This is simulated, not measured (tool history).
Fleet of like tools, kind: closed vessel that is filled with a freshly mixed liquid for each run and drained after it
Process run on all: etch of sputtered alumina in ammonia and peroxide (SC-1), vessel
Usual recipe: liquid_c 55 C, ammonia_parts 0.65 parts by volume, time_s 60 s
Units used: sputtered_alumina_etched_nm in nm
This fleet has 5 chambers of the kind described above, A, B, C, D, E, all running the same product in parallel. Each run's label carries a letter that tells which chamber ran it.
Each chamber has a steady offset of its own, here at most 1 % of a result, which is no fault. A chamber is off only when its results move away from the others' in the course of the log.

run,hour,liquid_c,ammonia_parts,time_s,hours since the thermometer was replaced,hours since the ammonia flow meter was replaced,hours since the drum of ammonia solution was connected,"read-back film thickness of the sputtered alumina reference wafer, read on the same gauge (nm)",sputtered_alumina_etched_nm
1C,11,55,0.65,60,671.9,264.7,64.4,79.994,5.0543
2B,21.4,55,0.65,60,829.9,612.3,162.8,79.989,5.1038
3E,29.6,55,0.65,60,2010.6,551.4,211.4,80.003,5.0303
4A,40.4,55,0.65,60,155.1,1271.7,112.3,80.006,5.056
5D,51.9,55,0.65,60,1432.2,461.6,79.3,79.983,5.1342
# hour 53.4: chamber D: thermometer replaced
# hour 56.5: chamber E: thermometer replaced
6C,58.9,55,0.65,60,719.8,312.6,112.3,79.981,5.1278
7D,69.1,55,0.65,60,15.7,478.8,96.5,80.006,5.1355
8B,77.8,55,0.65,60,886.3,668.7,219.2,80.008,5.1581
9E,83.8,59.5,0.65,60,27.4,605.6,265.6,80.012,6.4256
10A,91.2,59.5,0.65,60,205.9,1322.5,163.1,80.027,6.3169
11B,96.2,59.5,0.65,60,904.7,687.1,237.6,79.999,6.4971
12E,106.3,59.5,0.65,60,49.9,628.1,288.1,80.007,6.4448
13C,116.8,59.5,0.65,60,777.7,370.5,170.2,80.007,6.4362
# hour 118.4: chamber A: ammonia flow meter replaced
14D,123.4,55,0.65,60,70,533.1,150.8,79.997,5.1377
15A,130.6,55,0.65,60,245.3,12.3,202.5,79.995,5.0943
16D,139.6,55,0.65,60,86.2,549.3,167,80.004,5.0955
17B,149.2,49.5,0.4,60,957.7,740.1,290.6,79.995,3.6065
18A,160.2,49.5,0.4,60,274.9,41.9,232.1,79.978,3.637
19E,167.5,49.5,0.4,60,111.1,689.3,349.3,80.007,3.595
20C,173.9,49.5,0.4,60,834.8,427.6,227.3,79.999,3.6124
21A,179.6,49.5,0.4,60,294.3,61.3,251.5,80.005,3.6674
22C,188.4,49.5,0.65,40,849.3,442.1,241.8,80.016,2.5195
23E,196.3,49.5,0.65,40,139.9,718.1,378.1,80.007,2.5106
# hour 206: chamber A: new drum of ammonia solution connected
24B,207,49.5,0.65,40,1015.5,797.9,348.4,80.001,2.5241
25D,215,49.5,0.65,40,161.6,624.7,242.4,79.982,2.5488
26A,221,49.5,0.65,40,335.7,102.7,15,80.008,2.5112
27D,230.8,55,0.65,75,177.4,640.5,258.2,80.013,6.4442
# hour 238.3: chamber E: ammonia flow meter replaced
28B,238.5,55,0.65,75,1047,829.4,379.9,80.007,6.4161
# hour 241: chamber C: new drum of ammonia solution connected
29E,247,55,0.65,75,190.6,8.8,428.8,79.998,6.3276
30C,254.2,55,0.65,75,915.1,507.9,13.2,79.975,6.288
31A,265,55,0.65,75,379.7,146.7,59,80.008,6.4235

Which is it: a chamber that has drifted or been left off by a service, a gauge drift common to all chambers, or only each chamber's usual small offset? If a chamber is off, name it and its likeliest cause.

Nothing is wrong: each chamber keeps only its own small, steady offset and the gauge holds still.
